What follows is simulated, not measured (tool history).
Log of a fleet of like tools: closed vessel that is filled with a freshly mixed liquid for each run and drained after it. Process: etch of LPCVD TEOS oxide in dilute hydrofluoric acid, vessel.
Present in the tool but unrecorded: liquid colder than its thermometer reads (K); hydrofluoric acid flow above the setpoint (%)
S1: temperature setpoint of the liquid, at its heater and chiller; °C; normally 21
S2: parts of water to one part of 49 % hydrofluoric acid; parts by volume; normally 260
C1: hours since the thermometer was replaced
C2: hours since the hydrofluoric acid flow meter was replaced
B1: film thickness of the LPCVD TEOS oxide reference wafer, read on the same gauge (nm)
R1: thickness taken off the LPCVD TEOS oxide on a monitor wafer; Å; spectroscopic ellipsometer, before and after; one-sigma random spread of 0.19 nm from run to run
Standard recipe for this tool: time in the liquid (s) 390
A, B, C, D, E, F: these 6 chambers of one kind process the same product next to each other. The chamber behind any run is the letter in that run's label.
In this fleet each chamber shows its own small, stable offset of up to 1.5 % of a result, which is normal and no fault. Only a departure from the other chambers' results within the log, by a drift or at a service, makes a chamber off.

run 1A hour=12.1 | S1=21 S2=260 time_in_the_liquid_(s)=390 | C1=793.1 C2=1485.8 | B1=80.013 | R1=536.09
run 2E hour=24 | S1=21 S2=260 time_in_the_liquid_(s)=390 | C1=211.1 C2=249.9 | B1=80.012 | R1=525.55
run 3B hour=33.3 | S1=21 S2=260 time_in_the_liquid_(s)=390 | C1=33.9 C2=309 | B1=79.99 | R1=534.11
run 4C hour=46.2 | S1=21 S2=260 time_in_the_liquid_(s)=390 | C1=742.1 C2=938.1 | B1=80.012 | R1=533.62
run 5D hour=54.7 | S1=21 S2=260 time_in_the_liquid_(s)=390 | C1=1934.8 C2=1650.8 | B1=79.989 | R1=531.47
run 6F hour=66.6 | S1=21 S2=260 time_in_the_liquid_(s)=390 | C1=1901.1 C2=225.5 | B1=79.992 | R1=544.14
run 7F hour=81.7 | S1=21 S2=260 time_in_the_liquid_(s)=390 | C1=1916.2 C2=240.6 | B1=80.02 | R1=543.06
run 8A hour=96.1 | S1=21 S2=260 time_in_the_liquid_(s)=390 | C1=877.1 C2=1569.8 | B1=80.033 | R1=534.17
run 9D hour=107.7 | S1=21 S2=260 time_in_the_liquid_(s)=390 | C1=1987.8 C2=1703.8 | B1=80.011 | R1=527.23
-- hour=117.6 chamber A: thermometer replaced
run 10C hour=120.8 | S1=21 S2=260 time_in_the_liquid_(s)=390 | C1=816.7 C2=1012.7 | B1=79.996 | R1=537.96
run 11E hour=134.6 | S1=21 S2=260 time_in_the_liquid_(s)=390 | C1=321.7 C2=360.5 | B1=80.009 | R1=526.78
run 12B hour=143.7 | S1=21 S2=260 time_in_the_liquid_(s)=390 | C1=144.3 C2=419.4 | B1=79.993 | R1=534.18
run 13B hour=158.9 | S1=21 S2=260 time_in_the_liquid_(s)=390 | C1=159.5 C2=434.6 | B1=79.998 | R1=533.43
run 14F hour=168.1 | S1=21 S2=260 time_in_the_liquid_(s)=390 | C1=2002.6 C2=327 | B1=80.026 | R1=540.6
run 15C hour=176 | S1=17.5 S2=190 time_in_the_liquid_(s)=390 | C1=871.9 C2=1067.9 | B1=80.023 | R1=678.03
run 16D hour=182.9 | S1=17.5 S2=190 time_in_the_liquid_(s)=390 | C1=2063 C2=1779 | B1=80.03 | R1=672.32
run 17E hour=191.9 | S1=17.5 S2=190 time_in_the_liquid_(s)=390 | C1=379 C2=417.8 | B1=80.004 | R1=669.78
run 18A hour=202.4 | S1=17.5 S2=190 time_in_the_liquid_(s)=390 | C1=84.8 C2=1676.1 | B1=80.011 | R1=685.62
run 19A hour=212.1 | S1=17.5 S2=190 time_in_the_liquid_(s)=390 | C1=94.5 C2=1685.8 | B1=80.017 | R1=681.56
run 20E hour=224.5 | S1=17.5 S2=190 time_in_the_liquid_(s)=390 | C1=411.6 C2=450.4 | B1=80.013 | R1=667.73
run 21F hour=235.7 | S1=21 S2=260 time_in_the_liquid_(s)=390 | C1=2070.2 C2=394.6 | B1=80.008 | R1=540.4
run 22C hour=245.2 | S1=21 S2=260 time_in_the_liquid_(s)=390 | C1=941.1 C2=1137.1 | B1=79.99 | R1=531.26
run 23D hour=260.3 | S1=21 S2=260 time_in_the_liquid_(s)=390 | C1=2140.4 C2=1856.4 | B1=80.014 | R1=528.8
run 24B hour=275.1 | S1=21 S2=260 time_in_the_liquid_(s)=390 | C1=275.7 C2=550.8 | B1=80.004 | R1=534.55
-- hour=277.6 chamber C: hydrofluoric acid flow meter replaced
run 25C hour=290.1 | S1=21 S2=260 time_in_the_liquid_(s)=390 | C1=986 C2=12.5 | B1=80.018 | R1=531.75
run 26F hour=299.9 | S1=21 S2=340 time_in_the_liquid_(s)=390 | C1=2134.4 C2=458.8 | B1=80.029 | R1=385.64
run 27B hour=314.6 | S1=21 S2=340 time_in_the_liquid_(s)=390 | C1=315.2 C2=590.3 | B1=79.986 | R1=380.51
run 28E hour=323.1 | S1=21 S2=340 time_in_the_liquid_(s)=390 | C1=510.2 C2=549 | B1=79.986 | R1=375.9
run 29A hour=331.4 | S1=21 S2=340 time_in_the_liquid_(s)=390 | C1=213.8 C2=1805.1 | B1=80.02 | R1=390.73
run 30D hour=345 | S1=21 S2=340 time_in_the_liquid_(s)=390 | C1=2225.1 C2=1941.1 | B1=80.003 | R1=372.19
run 31C hour=356.8 | S1=21 S2=340 time_in_the_liquid_(s)=390 | C1=1052.7 C2=79.2 | B1=79.991 | R1=382.06
run 32E hour=364.4 | S1=21 S2=365 time_in_the_liquid_(s)=390 | C1=551.5 C2=590.3 | B1=80.02 | R1=344.41
run 33B hour=379.8 | S1=21 S2=365 time_in_the_liquid_(s)=390 | C1=380.4 C2=655.5 | B1=79.981 | R1=345.67
run 34A hour=389.5 | S1=21 S2=365 time_in_the_liquid_(s)=390 | C1=271.9 C2=1863.2 | B1=79.996 | R1=355.5
run 35D hour=396.7 | S1=21 S2=365 time_in_the_liquid_(s)=390 | C1=2276.8 C2=1992.8 | B1=79.99 | R1=341.61
run 36F hour=403.7 | S1=21 S2=365 time_in_the_liquid_(s)=390 | C1=2238.2 C2=562.6 | B1=80.012 | R1=350.6
run 37D hour=412 | S1=21 S2=365 time_in_the_liquid_(s)=390 | C1=2292.1 C2=2008.1 | B1=79.979 | R1=340.15
run 38F hour=421 | S1=21 S2=260 time_in_the_liquid_(s)=390 | C1=2255.5 C2=579.9 | B1=79.978 | R1=541.76
run 39E hour=428 | S1=21 S2=260 time_in_the_liquid_(s)=390 | C1=615.1 C2=653.9 | B1=80.017 | R1=525.66
run 40A hour=442.3 | S1=25 S2=205 time_in_the_liquid_(s)=390 | C1=324.7 C2=1916 | B1=79.995 | R1=848.25
run 41C hour=455.8 | S1=25 S2=205 time_in_the_liquid_(s)=390 | C1=1151.7 C2=178.2 | B1=79.991 | R1=824.75
run 42B hour=463.9 | S1=25 S2=205 time_in_the_liquid_(s)=390 | C1=464.5 C2=739.6 | B1=79.972 | R1=824.04

Next, all 6 chambers run the settings below, one line each with question marks for the results. What does each chamber give?
run 43A hour=474.9 | S1=21 S2=260 time_in_the_liquid_(s)=390 | R1=?
run 43B hour=474.9 | S1=21 S2=260 time_in_the_liquid_(s)=390 | R1=?
run 43C hour=474.9 | S1=21 S2=260 time_in_the_liquid_(s)=390 | R1=?
run 43D hour=474.9 | S1=21 S2=260 time_in_the_liquid_(s)=390 | R1=?
run 43E hour=474.9 | S1=21 S2=260 time_in_the_liquid_(s)=390 | R1=?
run 43F hour=474.9 | S1=21 S2=260 time_in_the_liquid_(s)=390 | R1=?

run=43A R1=548.17
run=43B R1=532.52
run=43C R1=533.93
run=43D R1=526.92
run=43E R1=526.07
run=43F R1=540.61
